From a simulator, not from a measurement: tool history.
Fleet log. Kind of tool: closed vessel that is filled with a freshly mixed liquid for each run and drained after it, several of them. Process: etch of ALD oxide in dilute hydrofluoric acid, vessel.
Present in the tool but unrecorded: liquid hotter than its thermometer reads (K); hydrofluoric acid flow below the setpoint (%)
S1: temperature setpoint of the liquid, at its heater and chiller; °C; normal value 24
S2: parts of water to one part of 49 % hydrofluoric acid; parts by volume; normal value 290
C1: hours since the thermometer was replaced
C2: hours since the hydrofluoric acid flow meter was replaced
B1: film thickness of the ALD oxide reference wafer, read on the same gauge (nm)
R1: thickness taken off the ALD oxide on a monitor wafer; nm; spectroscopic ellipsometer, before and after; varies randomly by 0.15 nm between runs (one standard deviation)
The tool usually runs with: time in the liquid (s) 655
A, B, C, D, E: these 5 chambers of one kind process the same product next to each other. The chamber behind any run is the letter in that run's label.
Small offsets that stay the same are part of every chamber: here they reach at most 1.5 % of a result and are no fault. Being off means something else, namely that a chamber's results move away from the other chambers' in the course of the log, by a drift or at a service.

Run 1B, hour 5.2: usual settings; C1 389.6; C2 210.9; B1 100.010. Result: R1 17.999 nm.
Run 2A, hour 10.2: usual settings; C1 421.4; C2 875.6; B1 100.010. Result: R1 17.592 nm.
Run 3D, hour 15.5: usual settings; C1 494.0; C2 160.3; B1 100.000. Result: R1 18.078 nm.
Run 4C, hour 27.0: usual settings; C1 970.7; C2 300.7; B1 100.000. Result: R1 18.268 nm.
Run 5E, hour 33.8: usual settings; C1 584.6; C2 896.7; B1 99.994. Result: R1 18.328 nm.
Run 6C, hour 40.6: usual settings; C1 984.3; C2 314.3; B1 99.986. Result: R1 18.285 nm.
Run 7D, hour 45.8: usual settings; C1 524.3; C2 190.6; B1 100.010. Result: R1 17.989 nm.
Run 8E, hour 51.4: usual settings; C1 602.2; C2 914.3; B1 100.010. Result: R1 18.485 nm.
Run 9B, hour 61.5: usual settings; C1 445.9; C2 267.2; B1 99.991. Result: R1 18.224 nm.
Run 10A, hour 67.0: usual settings; C1 478.2; C2 932.4; B1 99.991. Result: R1 17.617 nm.
Run 11E, hour 72.8: usual settings; C1 623.6; C2 935.7; B1 99.996. Result: R1 18.241 nm.
Run 12D, hour 79.3: usual settings; C1 557.8; C2 224.1; B1 99.998. Result: R1 18.155 nm.
Run 13B, hour 89.1: usual settings; C1 473.5; C2 294.8; B1 100.010. Result: R1 17.971 nm.
Run 14C, hour 98.4: usual settings; C1 1042.1; C2 372.1; B1 100.010. Result: R1 17.747 nm.
Run 15A, hour 107.2: usual settings; C1 518.4; C2 972.6; B1 100.010. Result: R1 17.872 nm.
Run 16D, hour 112.6: usual settings but S1 21 °C, S2 190 parts by volume; C1 591.1; C2 257.4; B1 100.010. Result: R1 27.042 nm.
Run 17E, hour 119.3: usual settings but S1 21 °C, S2 190 parts by volume; C1 670.1; C2 982.2; B1 99.991. Result: R1 27.436 nm.
At hour 122.6: chamber E: hydrofluoric acid flow meter replaced.
Run 18A, hour 127.1: usual settings but S1 21 °C, S2 190 parts by volume; C1 538.3; C2 992.5; B1 100.000. Result: R1 26.964 nm.
Run 19B, hour 137.4: usual settings but S1 21 °C, S2 190 parts by volume; C1 521.8; C2 343.1; B1 99.997. Result: R1 27.137 nm.
Run 20C, hour 144.0: usual settings but S1 21 °C, S2 190 parts by volume; C1 1087.7; C2 417.7; B1 99.996. Result: R1 26.487 nm.
Run 21E, hour 155.2: usual settings; C1 706.0; C2 32.7; B1 99.993. Result: R1 18.197 nm.
Run 22B, hour 161.8: usual settings; C1 546.2; C2 367.5; B1 100.010. Result: R1 18.145 nm.
Run 23D, hour 169.8: usual settings; C1 648.3; C2 314.6; B1 100.000. Result: R1 18.003 nm.
Run 24A, hour 178.1: usual settings; C1 589.3; C2 1043.5; B1 100.010. Result: R1 17.402 nm.
Run 25C, hour 186.4: usual settings but S1 22 °C; C1 1130.1; C2 460.1; B1 99.996. Result: R1 16.222 nm.
Run 26C, hour 192.5: usual settings but S1 22 °C; C1 1136.2; C2 466.2; B1 100.010. Result: R1 15.908 nm.
Run 27D, hour 201.1: usual settings but S1 22 °C; C1 679.6; C2 345.9; B1 100.000. Result: R1 16.820 nm.
Run 28B, hour 212.0: usual settings but S1 22 °C; C1 596.4; C2 417.7; B1 99.995. Result: R1 16.802 nm.
At hour 218.6: chamber B: hydrofluoric acid flow meter replaced.
Run 29A, hour 221.4: usual settings but S1 22 °C; C1 632.6; C2 1086.8; B1 100.010. Result: R1 16.343 nm.
Run 30E, hour 230.5: usual settings; C1 781.3; C2 108.0; B1 100.010. Result: R1 18.040 nm.
Run 31A, hour 241.6: usual settings; C1 652.8; C2 1107.0; B1 100.000. Result: R1 17.765 nm.
Run 32D, hour 252.4: usual settings but S2 225 parts by volume, time in the liquid (s) 355; C1 730.9; C2 397.2; B1 100.000. Result: R1 13.413 nm.
Run 33B, hour 258.5: usual settings but S2 225 parts by volume, time in the liquid (s) 355; C1 642.9; C2 39.9; B1 99.998. Result: R1 13.531 nm.

Next, all 5 chambers run the settings below, one line each with question marks for the results. What does each chamber give?
Run 34A, hour 266.8: usual settings but S2 150 parts by volume. Result: R1 ?.
Run 34B, hour 266.8: usual settings but S2 150 parts by volume. Result: R1 ?.
Run 34C, hour 266.8: usual settings but S2 150 parts by volume. Result: R1 ?.
Run 34D, hour 266.8: usual settings but S2 150 parts by volume. Result: R1 ?.
Run 34E, hour 266.8: usual settings but S2 150 parts by volume. Result: R1 ?.

run      R1
34A  40.507
34B  40.901
34C  36.860
34D  40.158
34E  41.034
